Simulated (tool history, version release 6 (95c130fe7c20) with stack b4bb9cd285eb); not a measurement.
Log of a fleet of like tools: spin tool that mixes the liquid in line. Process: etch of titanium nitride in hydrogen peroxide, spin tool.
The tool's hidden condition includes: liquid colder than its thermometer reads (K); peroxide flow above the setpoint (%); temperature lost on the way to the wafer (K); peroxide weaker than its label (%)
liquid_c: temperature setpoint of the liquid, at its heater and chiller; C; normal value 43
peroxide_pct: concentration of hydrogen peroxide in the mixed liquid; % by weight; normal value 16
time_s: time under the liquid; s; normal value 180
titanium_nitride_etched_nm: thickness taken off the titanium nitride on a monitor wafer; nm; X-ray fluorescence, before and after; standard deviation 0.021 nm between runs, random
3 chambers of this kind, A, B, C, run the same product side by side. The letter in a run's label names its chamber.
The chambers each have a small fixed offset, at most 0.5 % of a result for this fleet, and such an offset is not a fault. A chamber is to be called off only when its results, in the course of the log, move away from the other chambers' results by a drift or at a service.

run    day  liquid_c  peroxide_pct  time_s  hours since the thermometer was replaced  hours since the peroxide flow meter was replaced  hours since the heated supply line was repaired  hours since the drum of peroxide was connected  read-back film thickness of the titanium nitride reference wafer, read on the same gauge (nm)  titanium_nitride_etched_nm
 1C  0.142        43            16     180                                     924.4                                             406.1                                            844.8                                          1230.2                                                                                         39.997                        2.54
 2A   0.35        43            16     180                                     298.9                                             509.8                                            992.7                                          1200.4                                                                                         39.985                      2.5394
 3B  0.608        43            16     180                                     651.8                                              1642                                           1951.5                                           909.8                                                                                         40.026                      2.5354
 4C    0.9        43            16     180                                     942.6                                             424.3                                              863                                          1248.4                                                                                         40.016                      2.5431
 5B    1.2        43            16     180                                       666                                            1656.2                                           1965.7                                             924                                                                                         39.988                       2.545
 6A  1.488      35.5            13     180                                     326.2                                             537.1                                             1020                                          1227.7                                                                                         40.003                      1.3558
 7B  1.671      35.5            13     180                                     677.3                                            1667.5                                             1977                                           935.3                                                                                             40                      1.3738
 8A  1.917      35.5            13     180                                     336.5                                             547.4                                           1030.3                                            1238                                                                                         39.995                      1.3445
 9C  2.183        43            16     180                                     973.4                                             455.1                                            893.8                                          1279.2                                                                                         39.997                      2.5309
10A  2.483        43            16     180                                     350.1                                               561                                           1043.9                                          1251.6                                                                                         40.001                      2.5425
     2.779  -- chamber A: heated supply line repaired
11C  2.796        48            16      75                                     988.1                                             469.8                                            908.5                                          1293.9                                                                                         39.989                      1.4926
12B  2.983        48            16      75                                     708.8                                              1699                                           2008.5                                           966.8                                                                                         40.022                      1.5249
13B  3.275        48            16      75                                     715.8                                              1706                                           2015.5                                           973.8                                                                                         40.001                      1.5254
     3.354  -- chamber B: peroxide flow meter replaced
14C  3.567        43            16     180                                    1006.6                                             488.3                                              927                                          1312.4                                                                                         40.002                      2.4183
15A  3.783        43            16     180                                     381.3                                             592.2                                             24.2                                          1282.8                                                                                         39.998                       2.534
16C  3.967        43            16     180                                    1016.2                                             497.9                                            936.6                                            1322                                                                                         40.003                      2.4067
17B  4.175        38            16     100                                     737.4                                              19.8                                           2037.1                                           995.4                                                                                         39.997                     0.95437
18A  4.408        38            16     100                                     396.3                                             607.2                                             39.2                                          1297.8                                                                                         39.994                      0.9576
19B    4.6        38            16     100                                     747.6                                                30                                           2047.3                                          1005.6                                                                                         40.011                      0.9667
20A  4.796        43            16     180                                     405.6                                             616.5                                             48.5                                          1307.1                                                                                         40.015                      2.5437
21C  5.104      49.5            16     180                                    1043.5                                             525.2                                            963.9                                          1349.3                                                                                         39.988                      3.7328

Is one chamber out of step, is the gauge drifting, or do the chambers differ by no more than their own small offsets? For an off chamber, give its letter and the likeliest cause.

It is chamber C that slowly wanders off from its peers.
Most likely cause: temperature lost on the way to the wafer (K) = 1.31.
Not necessarily distinguishable in this log from: liquid colder than its thermometer reads (K).

Here are 4 candidates for chamber C's next run, each the usual settings with a change, their results left as question marks. Which one brings its results back in line with what the others give on the usual settings?
A result is in line if it is within this distance of the other chambers' mean on the usual settings: titanium_nitride_etched_nm 0.074 nm
22C-1  5.333      41.5            16     170                                                                                                                                                                                                                                                                                                                       ?
22C-2  5.333        42            16     175                                                                                                                                                                                                                                                                                                                       ?
22C-3  5.333        44            16     185                                                                                                                                                                                                                                                                                                                       ?
22C-4  5.333      44.5            16     190                                                                                                                                                                                                                                                                                                                       ?

What the other chambers average on the usual settings: titanium_nitride_etched_nm 2.5483 nm
  run  titanium_nitride_etched_nm
22C-1                      1.9337
22C-2                      2.0684
22C-3                      2.5481
22C-4                      2.7177
22C-3 is the one that brings the chamber's results back in line with the other chambers.
